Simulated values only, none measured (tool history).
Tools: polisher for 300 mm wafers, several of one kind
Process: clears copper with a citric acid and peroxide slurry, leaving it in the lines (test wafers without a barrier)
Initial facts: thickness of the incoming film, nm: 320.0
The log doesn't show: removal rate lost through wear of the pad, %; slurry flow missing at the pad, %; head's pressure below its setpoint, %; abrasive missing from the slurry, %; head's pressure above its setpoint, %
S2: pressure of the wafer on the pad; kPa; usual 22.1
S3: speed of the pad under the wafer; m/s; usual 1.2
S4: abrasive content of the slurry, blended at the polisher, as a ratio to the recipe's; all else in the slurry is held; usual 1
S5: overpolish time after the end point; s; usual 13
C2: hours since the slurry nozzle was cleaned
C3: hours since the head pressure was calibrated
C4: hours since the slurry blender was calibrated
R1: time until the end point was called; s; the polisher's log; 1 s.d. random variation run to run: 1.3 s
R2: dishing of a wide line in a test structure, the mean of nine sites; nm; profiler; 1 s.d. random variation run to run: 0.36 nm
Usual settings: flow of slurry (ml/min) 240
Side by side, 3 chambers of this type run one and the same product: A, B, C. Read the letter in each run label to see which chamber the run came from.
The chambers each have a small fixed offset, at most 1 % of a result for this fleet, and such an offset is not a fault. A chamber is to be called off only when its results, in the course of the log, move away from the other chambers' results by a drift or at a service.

{"day": 0.021, "done": "chamber C: head pressure recalibrated"}
{"run": "1B", "day": 0.2, "flow of slurry (ml/min)": 240, "S2": 22.1, "S3": 1.2, "S4": 1, "S5": 13, "wafers polished on this pad": 278, "C2": 25.9, "C3": 315.6, "C4": 82.7, "R1": 139.29, "R2": 21.28}
{"day": 0.233, "done": "chamber C: worn pad replaced by a new one"}
{"run": "2A", "day": 0.375, "flow of slurry (ml/min)": 240, "S2": 22.1, "S3": 1.2, "S4": 1, "S5": 13, "wafers polished on this pad": 818, "C2": 326.7, "C3": 311.3, "C4": 36.7, "R1": 141.38, "R2": 21.735}
{"run": "3C", "day": 0.538, "flow of slurry (ml/min)": 240, "S2": 22.1, "S3": 1.2, "S4": 1, "S5": 13, "wafers polished on this pad": 52, "C2": 454.7, "C3": 12.4, "C4": 105.3, "R1": 139.75, "R2": 21.76}
{"run": "4B", "day": 0.662, "flow of slurry (ml/min)": 240, "S2": 22.1, "S3": 1.2, "S4": 1, "S5": 13, "wafers polished on this pad": 356, "C2": 37, "C3": 326.7, "C4": 93.8, "R1": 138.49, "R2": 22.478}
{"run": "5A", "day": 0.854, "flow of slurry (ml/min)": 240, "S2": 22.1, "S3": 1.2, "S4": 1, "S5": 13, "wafers polished on this pad": 899, "C2": 338.2, "C3": 322.8, "C4": 48.2, "R1": 140.88, "R2": 21.322}
{"run": "6C", "day": 0.996, "flow of slurry (ml/min)": 240, "S2": 22.1, "S3": 1.2, "S4": 1, "S5": 13, "wafers polished on this pad": 129, "C2": 465.7, "C3": 23.4, "C4": 116.3, "R1": 139.6, "R2": 22.126}
{"run": "7A", "day": 1.212, "flow of slurry (ml/min)": 240, "S2": 26.9, "S3": 1.2, "S4": 1, "S5": 13, "wafers polished on this pad": 960, "C2": 346.8, "C3": 331.4, "C4": 56.8, "R1": 117.58, "R2": 25.645}
{"run": "8B", "day": 1.396, "flow of slurry (ml/min)": 240, "S2": 26.9, "S3": 1.2, "S4": 1, "S5": 13, "wafers polished on this pad": 480, "C2": 54.6, "C3": 344.3, "C4": 111.4, "R1": 113.59, "R2": 26.684}
{"run": "9C", "day": 1.504, "flow of slurry (ml/min)": 240, "S2": 26.9, "S3": 1.2, "S4": 1, "S5": 13, "wafers polished on this pad": 215, "C2": 477.9, "C3": 35.6, "C4": 128.5, "R1": 115.84, "R2": 25.978}
{"run": "10B", "day": 1.662, "flow of slurry (ml/min)": 240, "S2": 22.1, "S3": 1.2, "S4": 1, "S5": 13, "wafers polished on this pad": 525, "C2": 61, "C3": 350.7, "C4": 117.8, "R1": 139.75, "R2": 22.262}
{"run": "11A", "day": 1.783, "flow of slurry (ml/min)": 240, "S2": 22.1, "S3": 1.2, "S4": 1, "S5": 13, "wafers polished on this pad": 1057, "C2": 360.5, "C3": 345.1, "C4": 70.5, "R1": 142.89, "R2": 21.008}
{"run": "12C", "day": 1.888, "flow of slurry (ml/min)": 240, "S2": 22.1, "S3": 1.2, "S4": 1, "S5": 13, "wafers polished on this pad": 280, "C2": 487.1, "C3": 44.8, "C4": 137.7, "R1": 137.33, "R2": 22.626}
{"run": "13C", "day": 2.025, "flow of slurry (ml/min)": 240, "S2": 22.1, "S3": 1.2, "S4": 1, "S5": 13, "wafers polished on this pad": 303, "C2": 490.4, "C3": 48.1, "C4": 141, "R1": 139.67, "R2": 22.367}
{"run": "14A", "day": 2.246, "flow of slurry (ml/min)": 240, "S2": 22.1, "S3": 1.2, "S4": 1, "S5": 13, "wafers polished on this pad": 1135, "C2": 371.6, "C3": 356.2, "C4": 81.6, "R1": 145.99, "R2": 20.542}
{"day": 2.308, "done": "chamber B: worn pad replaced by a new one"}
{"run": "15B", "day": 2.346, "flow of slurry (ml/min)": 240, "S2": 22.1, "S3": 1.2, "S4": 1, "S5": 13, "wafers polished on this pad": 6, "C2": 77.4, "C3": 367.1, "C4": 134.2, "R1": 136.93, "R2": 22.356}
{"run": "16A", "day": 2.533, "flow of slurry (ml/min)": 240, "S2": 22.1, "S3": 1.2, "S4": 1, "S5": 13, "wafers polished on this pad": 1184, "C2": 378.5, "C3": 363.1, "C4": 88.5, "R1": 148.47, "R2": 21.007}
{"run": "17C", "day": 2.733, "flow of slurry (ml/min)": 240, "S2": 22.1, "S3": 1.2, "S4": 1, "S5": 13, "wafers polished on this pad": 423, "C2": 507.4, "C3": 65.1, "C4": 158, "R1": 140.67, "R2": 21.957}
{"day": 2.779, "done": "chamber A: worn pad replaced by a new one"}
{"run": "18B", "day": 2.875, "flow of slurry (ml/min)": 240, "S2": 22.1, "S3": 1.2, "S4": 1, "S5": 13, "wafers polished on this pad": 95, "C2": 90.1, "C3": 379.8, "C4": 146.9, "R1": 141.55, "R2": 22.041}
{"day": 2.917, "done": "chamber C: slurry nozzle cleaned"}
{"run": "19C", "day": 3.058, "flow of slurry (ml/min)": 240, "S2": 22.1, "S3": 1.2, "S4": 1, "S5": 13, "wafers polished on this pad": 478, "C2": 3.4, "C3": 72.9, "C4": 165.8, "R1": 139.06, "R2": 22.426}
{"run": "20B", "day": 3.271, "flow of slurry (ml/min)": 240, "S2": 22.1, "S3": 1.2, "S4": 1, "S5": 13, "wafers polished on this pad": 162, "C2": 99.6, "C3": 389.3, "C4": 156.4, "R1": 136.8, "R2": 22.431}
{"run": "21A", "day": 3.454, "flow of slurry (ml/min)": 240, "S2": 22.1, "S3": 1.2, "S4": 1, "S5": 13, "wafers polished on this pad": 114, "C2": 400.6, "C3": 385.2, "C4": 110.6, "R1": 151.55, "R2": 19.548}
{"run": "22B", "day": 3.579, "flow of slurry (ml/min)": 240, "S2": 22.1, "S3": 1.2, "S4": 1, "S5": 13, "wafers polished on this pad": 215, "C2": 107, "C3": 396.7, "C4": 163.8, "R1": 138.91, "R2": 22.447}
{"run": "23A", "day": 3.692, "flow of slurry (ml/min)": 240, "S2": 22.1, "S3": 1.2, "S4": 1, "S5": 13, "wafers polished on this pad": 154, "C2": 406.3, "C3": 390.9, "C4": 116.3, "R1": 154.82, "R2": 19.641}
{"run": "24C", "day": 3.808, "flow of slurry (ml/min)": 240, "S2": 22.1, "S3": 1.2, "S4": 1, "S5": 13, "wafers polished on this pad": 605, "C2": 21.4, "C3": 90.9, "C4": 183.8, "R1": 141.38, "R2": 21.625}

Predict what each chamber gives when all 3 of them run the settings below next.
{"run": "25A", "day": 3.971, "flow of slurry (ml/min)": 240, "S2": 22.1, "S3": 1.2, "S4": 1, "S5": 13, "R1": "?", "R2": "?"}
{"run": "25B", "day": 3.971, "flow of slurry (ml/min)": 240, "S2": 22.1, "S3": 1.2, "S4": 1, "S5": 13, "R1": "?", "R2": "?"}
{"run": "25C", "day": 3.971, "flow of slurry (ml/min)": 240, "S2": 22.1, "S3": 1.2, "S4": 1, "S5": 13, "R1": "?", "R2": "?"}

run=25A R1=154.74 R2=20.237
run=25B R1=138.41 R2=22.424
run=25C R1=141.4 R2=21.932
